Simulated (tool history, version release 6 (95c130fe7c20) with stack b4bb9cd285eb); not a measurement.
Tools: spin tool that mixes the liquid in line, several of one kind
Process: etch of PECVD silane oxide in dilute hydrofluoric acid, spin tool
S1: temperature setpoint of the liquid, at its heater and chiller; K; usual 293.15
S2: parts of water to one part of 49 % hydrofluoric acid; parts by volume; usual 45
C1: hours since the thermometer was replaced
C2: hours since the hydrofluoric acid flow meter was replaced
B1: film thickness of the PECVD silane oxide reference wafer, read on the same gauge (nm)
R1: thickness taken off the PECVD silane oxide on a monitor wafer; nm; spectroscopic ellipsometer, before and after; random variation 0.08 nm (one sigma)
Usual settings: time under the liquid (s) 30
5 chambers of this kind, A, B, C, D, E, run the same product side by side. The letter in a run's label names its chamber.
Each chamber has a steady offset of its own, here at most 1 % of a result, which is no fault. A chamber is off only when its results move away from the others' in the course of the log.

run 1A day=0.079 | S1=293.15 S2=45 time_under_the_liquid_(s)=30 | C1=1181 C2=958.2 | B1=140.03 | R1=9.1649
run 2C day=0.225 | S1=293.15 S2=45 time_under_the_liquid_(s)=30 | C1=615.2 C2=448.9 | B1=139.99 | R1=9.0738
run 3E day=0.383 | S1=293.15 S2=45 time_under_the_liquid_(s)=30 | C1=553.3 C2=900 | B1=140 | R1=9.0941
run 4D day=0.55 | S1=293.15 S2=45 time_under_the_liquid_(s)=30 | C1=2322.3 C2=168 | B1=140 | R1=9.1369
run 5B day=0.704 | S1=293.15 S2=45 time_under_the_liquid_(s)=30 | C1=1124.5 C2=842.6 | B1=140.01 | R1=9.0604
run 6B day=0.829 | S1=293.15 S2=45 time_under_the_liquid_(s)=30 | C1=1127.5 C2=845.6 | B1=139.99 | R1=9.1126
run 7A day=0.946 | S1=293.15 S2=45 time_under_the_liquid_(s)=30 | C1=1201.8 C2=979 | B1=140.01 | R1=9.2222
run 8E day=1.092 | S1=293.15 S2=45 time_under_the_liquid_(s)=30 | C1=570.3 C2=917 | B1=140.03 | R1=9.2287
run 9D day=1.246 | S1=293.15 S2=45 time_under_the_liquid_(s)=30 | C1=2339 C2=184.7 | B1=139.95 | R1=9.1049
run 10C day=1.388 | S1=293.15 S2=45 time_under_the_liquid_(s)=30 | C1=643.1 C2=476.8 | B1=139.98 | R1=8.9542
run 11E day=1.508 | S1=293.15 S2=45 time_under_the_liquid_(s)=30 | C1=580.3 C2=927 | B1=140.01 | R1=9.3016
run 12C day=1.608 | S1=293.15 S2=45 time_under_the_liquid_(s)=30 | C1=648.4 C2=482.1 | B1=140.02 | R1=8.9324
run 13B day=1.779 | S1=293.15 S2=45 time_under_the_liquid_(s)=30 | C1=1150.3 C2=868.4 | B1=139.99 | R1=9.2314
run 14D day=1.875 | S1=293.15 S2=45 time_under_the_liquid_(s)=30 | C1=2354.1 C2=199.8 | B1=140.03 | R1=9.139
-- day=1.879 chamber C: thermometer replaced
run 15A day=2.017 | S1=293.15 S2=45 time_under_the_liquid_(s)=30 | C1=1227.5 C2=1004.7 | B1=139.95 | R1=9.1284
-- day=2.108 chamber B: thermometer replaced
-- day=2.121 chamber B: hydrofluoric acid flow meter replaced
run 16D day=2.175 | S1=293.15 S2=45 time_under_the_liquid_(s)=30 | C1=2361.3 C2=207 | B1=139.98 | R1=9.1061
-- day=2.192 chamber A: hydrofluoric acid flow meter replaced
run 17E day=2.317 | S1=293.15 S2=45 time_under_the_liquid_(s)=30 | C1=599.7 C2=946.4 | B1=140.04 | R1=9.1238
run 18C day=2.475 | S1=293.15 S2=45 time_under_the_liquid_(s)=30 | C1=14.3 C2=502.9 | B1=139.97 | R1=8.8721
run 19B day=2.65 | S1=293.15 S2=45 time_under_the_liquid_(s)=30 | C1=13 C2=12.8 | B1=140.01 | R1=9.0839
run 20A day=2.758 | S1=291.15 S2=55 time_under_the_liquid_(s)=30 | C1=1245.3 C2=13.6 | B1=139.95 | R1=6.672
run 21A day=2.896 | S1=291.15 S2=55 time_under_the_liquid_(s)=30 | C1=1248.6 C2=16.9 | B1=140.03 | R1=6.8224
run 22E day=3.033 | S1=291.15 S2=55 time_under_the_liquid_(s)=30 | C1=616.9 C2=963.6 | B1=140 | R1=6.8856
run 23C day=3.112 | S1=291.15 S2=55 time_under_the_liquid_(s)=30 | C1=29.6 C2=518.2 | B1=139.96 | R1=6.7527
run 24D day=3.279 | S1=291.15 S2=55 time_under_the_liquid_(s)=30 | C1=2387.8 C2=233.5 | B1=140.02 | R1=6.8483
run 25B day=3.388 | S1=293.15 S2=45 time_under_the_liquid_(s)=30 | C1=30.7 C2=30.5 | B1=140.01 | R1=9.0947
run 26A day=3.538 | S1=293.15 S2=45 time_under_the_liquid_(s)=30 | C1=1264 C2=32.3 | B1=140.01 | R1=8.9693
run 27D day=3.625 | S1=293.15 S2=45 time_under_the_liquid_(s)=30 | C1=2396.1 C2=241.8 | B1=140.02 | R1=9.0839
run 28B day=3.717 | S1=293.15 S2=50 time_under_the_liquid_(s)=30 | C1=38.6 C2=38.4 | B1=140.04 | R1=8.2443
run 29E day=3.821 | S1=293.15 S2=50 time_under_the_liquid_(s)=30 | C1=635.8 C2=982.5 | B1=140.01 | R1=8.1355
run 30C day=3.938 | S1=293.15 S2=50 time_under_the_liquid_(s)=30 | C1=49.4 C2=538 | B1=140.01 | R1=8.0995
run 31C day=4.042 | S1=293.15 S2=50 time_under_the_liquid_(s)=30 | C1=51.9 C2=540.5 | B1=139.98 | R1=8.1347
run 32A day=4.15 | S1=293.15 S2=50 time_under_the_liquid_(s)=30 | C1=1278.7 C2=47 | B1=140 | R1=8.2626

Is one chamber off against the others, does the gauge drift, or is nothing wrong? If a chamber is off, say which, and what the likeliest cause is.

No chamber stands off beyond its own small offset, and the gauge holds steady.
